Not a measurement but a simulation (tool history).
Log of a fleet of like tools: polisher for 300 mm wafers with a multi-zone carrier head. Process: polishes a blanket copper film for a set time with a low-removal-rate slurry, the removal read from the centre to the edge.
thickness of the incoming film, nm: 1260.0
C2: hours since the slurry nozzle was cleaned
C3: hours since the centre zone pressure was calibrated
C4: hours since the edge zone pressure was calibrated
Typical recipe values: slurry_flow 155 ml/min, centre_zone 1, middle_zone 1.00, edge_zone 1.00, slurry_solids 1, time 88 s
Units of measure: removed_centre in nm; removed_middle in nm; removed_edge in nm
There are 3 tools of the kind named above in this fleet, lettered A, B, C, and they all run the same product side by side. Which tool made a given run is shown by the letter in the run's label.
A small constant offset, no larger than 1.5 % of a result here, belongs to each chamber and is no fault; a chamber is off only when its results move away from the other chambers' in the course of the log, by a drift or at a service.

Run 1B, hour 10.1: usual settings; wafers polished on this pad 850; C2 226.6; C3 444.6; C4 209.3. Result: removed_centre 171.55 nm, removed_middle 173.78 nm, removed_edge 172.89 nm.
At hour 14.2: chamber B: worn pad replaced by a new one.
At hour 16.4: chamber A: worn pad replaced by a new one.
Run 2C, hour 24.5: usual settings; wafers polished on this pad 382; C2 317.9; C3 308.1; C4 95.1. Result: removed_centre 170.97 nm, removed_middle 168.88 nm, removed_edge 170.31 nm.
Run 3A, hour 32.9: usual settings; wafers polished on this pad 187; C2 112.8; C3 1248.5; C4 215.0. Result: removed_centre 171.29 nm, removed_middle 171.57 nm, removed_edge 168.73 nm.
Run 4B, hour 45.8: usual settings; wafers polished on this pad 360; C2 262.3; C3 480.3; C4 245.0. Result: removed_centre 173.69 nm, removed_middle 172.83 nm, removed_edge 171.42 nm.
At hour 56.7: chamber A: centre zone pressure recalibrated.
Run 5A, hour 57.2: usual settings; wafers polished on this pad 464; C2 137.1; C3 0.6; C4 239.3. Result: removed_centre 169.61 nm, removed_middle 172.01 nm, removed_edge 173.24 nm.
At hour 58.0: chamber C: worn pad replaced by a new one.
Run 6C, hour 71.4: usual settings; wafers polished on this pad 153; C2 364.8; C3 355.0; C4 142.0. Result: removed_centre 172.94 nm, removed_middle 170.11 nm, removed_edge 170.93 nm.
Run 7C, hour 85.3: usual settings; wafers polished on this pad 311; C2 378.7; C3 368.9; C4 155.9. Result: removed_centre 175.61 nm, removed_middle 171.73 nm, removed_edge 171.72 nm.
At hour 90.7: chamber A: edge zone pressure recalibrated.
At hour 94.4: chamber B: worn pad replaced by a new one.
At hour 94.5: chamber B: slurry nozzle cleaned.
Run 8A, hour 99.6: usual settings; wafers polished on this pad 947; C2 179.5; C3 43.0; C4 8.9. Result: removed_centre 169.20 nm, removed_middle 172.88 nm, removed_edge 174.15 nm.
At hour 104.7: chamber A: worn pad replaced by a new one.
Run 9B, hour 106.3: usual settings; wafers polished on this pad 135; C2 11.8; C3 540.8; C4 305.5. Result: removed_centre 173.18 nm, removed_middle 173.24 nm, removed_edge 173.05 nm.
Run 10B, hour 117.4: usual settings; wafers polished on this pad 262; C2 22.9; C3 551.9; C4 316.6. Result: removed_centre 171.90 nm, removed_middle 172.81 nm, removed_edge 174.54 nm.
Run 11C, hour 128.8: usual settings; wafers polished on this pad 807; C2 422.2; C3 412.4; C4 199.4. Result: removed_centre 173.80 nm, removed_middle 173.86 nm, removed_edge 170.61 nm.
At hour 132.2: chamber C: worn pad replaced by a new one.
At hour 132.7: chamber B: centre zone pressure recalibrated.
Run 12A, hour 143.4: usual settings; wafers polished on this pad 441; C2 223.3; C3 86.8; C4 52.7. Result: removed_centre 171.66 nm, removed_middle 172.11 nm, removed_edge 171.20 nm.
Run 13B, hour 154.4: usual settings; wafers polished on this pad 683; C2 59.9; C3 21.7; C4 353.6. Result: removed_centre 173.60 nm, removed_middle 171.79 nm, removed_edge 173.35 nm.
Run 14A, hour 166.1: usual settings; wafers polished on this pad 699; C2 246.0; C3 109.5; C4 75.4. Result: removed_centre 172.86 nm, removed_middle 170.83 nm, removed_edge 172.53 nm.
Run 15C, hour 179.4: usual settings; wafers polished on this pad 538; C2 472.8; C3 463.0; C4 250.0. Result: removed_centre 166.54 nm, removed_middle 167.61 nm, removed_edge 169.59 nm.
At hour 186.5: chamber B: worn pad replaced by a new one.
Run 16B, hour 188.7: usual settings; wafers polished on this pad 25; C2 94.2; C3 56.0; C4 387.9. Result: removed_centre 177.89 nm, removed_middle 169.65 nm, removed_edge 168.81 nm.
Run 17A, hour 200.8: usual settings; wafers polished on this pad 1094; C2 280.7; C3 144.2; C4 110.1. Result: removed_centre 171.22 nm, removed_middle 170.40 nm, removed_edge 170.52 nm.
At hour 203.9: chamber A: worn pad replaced by a new one.
Run 18C, hour 210.8: usual settings but middle_zone 1.05; wafers polished on this pad 896; C2 504.2; C3 494.4; C4 281.4. Result: removed_centre 172.38 nm, removed_middle 175.26 nm, removed_edge 169.69 nm.
At hour 211.6: chamber C: worn pad replaced by a new one.
Run 19C, hour 220.9: usual settings but middle_zone 1.05; wafers polished on this pad 106; C2 514.3; C3 504.5; C4 291.5. Result: removed_centre 166.97 nm, removed_middle 174.92 nm, removed_edge 166.14 nm.
Run 20A, hour 234.5: usual settings but middle_zone 1.05; wafers polished on this pad 348; C2 314.4; C3 177.9; C4 143.8. Result: removed_centre 170.59 nm, removed_middle 179.66 nm, removed_edge 171.82 nm.
Run 21B, hour 248.9: usual settings; wafers polished on this pad 711; C2 154.4; C3 116.2; C4 448.1. Result: removed_centre 175.31 nm, removed_middle 172.20 nm, removed_edge 175.80 nm.
Run 22B, hour 255.8: usual settings but edge_zone 1.09; wafers polished on this pad 789; C2 161.3; C3 123.1; C4 455.0. Result: removed_centre 169.36 nm, removed_middle 171.52 nm, removed_edge 179.39 nm.
Run 23A, hour 270.9: usual settings but edge_zone 1.09; wafers polished on this pad 763; C2 350.8; C3 214.3; C4 180.2. Result: removed_centre 169.89 nm, removed_middle 171.23 nm, removed_edge 178.96 nm.
At hour 274.3: chamber B: worn pad replaced by a new one.
Run 24C, hour 285.1: usual settings but edge_zone 1.09; wafers polished on this pad 837; C2 578.5; C3 568.7; C4 355.7. Result: removed_centre 163.72 nm, removed_middle 161.46 nm, removed_edge 174.20 nm.
At hour 285.3: chamber C: worn pad replaced by a new one.
Run 25C, hour 295.8: usual settings; wafers polished on this pad 120; C2 589.2; C3 579.4; C4 366.4. Result: removed_centre 164.55 nm, removed_middle 161.62 nm, removed_edge 164.55 nm.
At hour 297.2: chamber A: worn pad replaced by a new one.
Run 26A, hour 303.2: usual settings; wafers polished on this pad 69; C2 383.1; C3 246.6; C4 212.5. Result: removed_centre 172.68 nm, removed_middle 172.51 nm, removed_edge 172.76 nm.
Run 27B, hour 313.0: usual settings; wafers polished on this pad 440; C2 218.5; C3 180.3; C4 512.2. Result: removed_centre 173.67 nm, removed_middle 174.44 nm, removed_edge 171.52 nm.
Run 28A, hour 321.6: usual settings; wafers polished on this pad 278; C2 401.5; C3 265.0; C4 230.9. Result: removed_centre 170.39 nm, removed_middle 169.57 nm, removed_edge 171.41 nm.
Run 29B, hour 336.4: usual settings; wafers polished on this pad 707; C2 241.9; C3 203.7; C4 535.6. Result: removed_centre 173.94 nm, removed_middle 173.80 nm, removed_edge 172.98 nm.
Run 30C, hour 348.2: usual settings; wafers polished on this pad 717; C2 641.6; C3 631.8; C4 418.8. Result: removed_centre 160.81 nm, removed_middle 159.35 nm, removed_edge 164.03 nm.
Run 31B, hour 356.1: usual settings; wafers polished on this pad 931; C2 261.6; C3 223.4; C4 555.3. Result: removed_centre 176.08 nm, removed_middle 173.17 nm, removed_edge 172.48 nm.
At hour 357.6: chamber C: worn pad replaced by a new one.
Run 32C, hour 370.1: usual settings; wafers polished on this pad 142; C2 663.5; C3 653.7; C4 440.7. Result: removed_centre 164.10 nm, removed_middle 158.81 nm, removed_edge 162.76 nm.
At hour 374.3: chamber A: edge zone pressure recalibrated.
Run 33A, hour 381.1: usual settings; wafers polished on this pad 956; C2 461.0; C3 324.5; C4 6.8. Result: removed_centre 170.74 nm, removed_middle 173.32 nm, removed_edge 176.39 nm.

Decide between three cases: one chamber stands off from its peers, the gauge reading all wafers drifts, or nothing is wrong past each chamber's small offset. Where a chamber is off, say which and what most likely put it there.

One chamber, C, drifts off from the rest bit by bit.
Most likely cause: slurry flow missing at the pad, % = 29.

Here are 4 candidates for chamber C's next run, each the usual settings with a change, their results left as question marks. Which one brings its results back in line with what the others give on the usual settings?
A result is in line if it is within this distance of the other chambers' mean on the usual settings: removed_centre 6.30 nm; removed_middle 5.60 nm; removed_edge 6.60 nm
Run 34C-1, hour 392.0: usual settings but slurry_flow 160 ml/min, centre_zone 1.01, middle_zone 1.01, edge_zone 0.99, time 93 s. Result: removed_centre ?, removed_middle ?, removed_edge ?.
Run 34C-2, hour 392.0: usual settings but time 90 s. Result: removed_centre ?, removed_middle ?, removed_edge ?.
Run 34C-3, hour 392.0: usual settings but slurry_flow 150 ml/min, centre_zone 0.99, middle_zone 0.99, edge_zone 1.01, time 83 s. Result: removed_centre ?, removed_middle ?, removed_edge ?.
Run 34C-4, hour 392.0: usual settings but time 86 s. Result: removed_centre ?, removed_middle ?, removed_edge ?.

Average result of the remaining chambers running the usual settings: removed_centre 171.52 nm; removed_middle 171.82 nm; removed_edge 171.62 nm
  run  removed_centre  removed_middle  removed_edge
34C-1          169.96          170.03        170.96
34C-2          161.14          161.71        165.41
34C-3          145.49          146.48        152.46
34C-4          153.98          154.52        158.06
The right change is 34C-1: it brings the chamber back within the allowed miss of the others.
